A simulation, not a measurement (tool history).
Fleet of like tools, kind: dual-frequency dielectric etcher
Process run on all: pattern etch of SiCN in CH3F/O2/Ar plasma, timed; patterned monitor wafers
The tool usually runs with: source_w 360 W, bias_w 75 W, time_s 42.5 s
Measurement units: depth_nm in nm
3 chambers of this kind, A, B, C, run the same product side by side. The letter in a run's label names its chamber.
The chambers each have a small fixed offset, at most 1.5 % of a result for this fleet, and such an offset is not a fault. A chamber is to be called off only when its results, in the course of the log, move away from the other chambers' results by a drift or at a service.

run	hour	source_w	bias_w	time_s	hours since the last wet clean	hours since the last source power generator calibration	hours since the last bias power generator calibration	read-back reference wafer on the same gauge, depth_nm	depth_nm
1C	9.6	360	75	42.5	467.2	407.8	1330.6	15.007	15.409
2A	24.5	360	75	42.5	133.6	650.9	2708.0	14.999	15.629
3B	32.7	360	75	42.5	511.5	1305.2	965.5	14.995	15.522
4A	46.6	360	75	42.5	155.7	673.0	2730.1	15.000	15.672
5C	55.9	360	75	42.5	513.5	454.1	1376.9	15.007	15.348
# hour 61.9: chamber B: wet clean of the chamber
6B	65.4	360	75	42.5	3.5	1337.9	998.2	15.002	15.473
7B	81.1	360	75	42.5	19.2	1353.6	1013.9	15.000	15.580
8A	90.1	360	75	42.5	199.2	716.5	2773.6	14.996	15.652
9C	103.9	360	75	42.5	561.5	502.1	1424.9	15.009	15.326
10B	114.4	280	75	42.5	52.5	1386.9	1047.2	15.005	14.185
11A	123.0	280	75	42.5	232.1	749.4	2806.5	14.994	14.206
12C	134.8	280	75	42.5	592.4	533.0	1455.8	14.998	13.993
13A	147.7	360	75	42.5	256.8	774.1	2831.2	15.004	15.650
14B	162.0	360	75	42.5	100.1	1434.5	1094.8	15.000	15.557
15C	171.9	360	75	42.5	629.5	570.1	1492.9	14.994	15.410
16C	187.9	330	75	34.0	645.5	586.1	1508.9	14.996	11.927
17A	196.8	330	75	34.0	305.9	823.2	2880.3	14.994	12.117
18B	207.6	330	75	34.0	145.7	1480.1	1140.4	15.005	12.089
19C	218.0	360	75	42.5	675.6	616.2	1539.0	15.005	15.363
20B	229.6	440	75	47.5	167.7	1502.1	1162.4	14.994	18.706
21A	237.7	440	75	47.5	346.8	864.1	2921.2	14.993	18.930
# hour 242.4: chamber C: wet clean of the chamber
22B	249.9	440	75	47.5	188.0	1522.4	1182.7	15.000	18.715
23C	261.7	360	75	42.5	19.4	659.9	1582.7	15.005	15.359
24A	272.5	360	75	42.5	381.6	898.9	2956.0	14.997	15.612
25A	284.2	360	75	42.5	393.3	910.6	2967.7	15.008	15.586
26B	300.3	360	75	42.5	238.4	1572.8	1233.1	15.003	15.584
27C	308.5	360	75	53.5	66.2	706.7	1629.5	14.997	19.323
28B	316.2	360	75	53.5	254.3	1588.7	1249.0	15.003	19.645
29A	331.3	360	75	53.5	440.4	957.7	3014.8	14.995	19.740
30C	340.3	360	75	42.5	98.0	738.5	1661.3	15.000	15.322

Is one chamber off against the others, does the gauge drift, or is nothing wrong? If a chamber is off, say which, and what the likeliest cause is.

No chamber stands off beyond its own small offset, and the gauge holds steady.

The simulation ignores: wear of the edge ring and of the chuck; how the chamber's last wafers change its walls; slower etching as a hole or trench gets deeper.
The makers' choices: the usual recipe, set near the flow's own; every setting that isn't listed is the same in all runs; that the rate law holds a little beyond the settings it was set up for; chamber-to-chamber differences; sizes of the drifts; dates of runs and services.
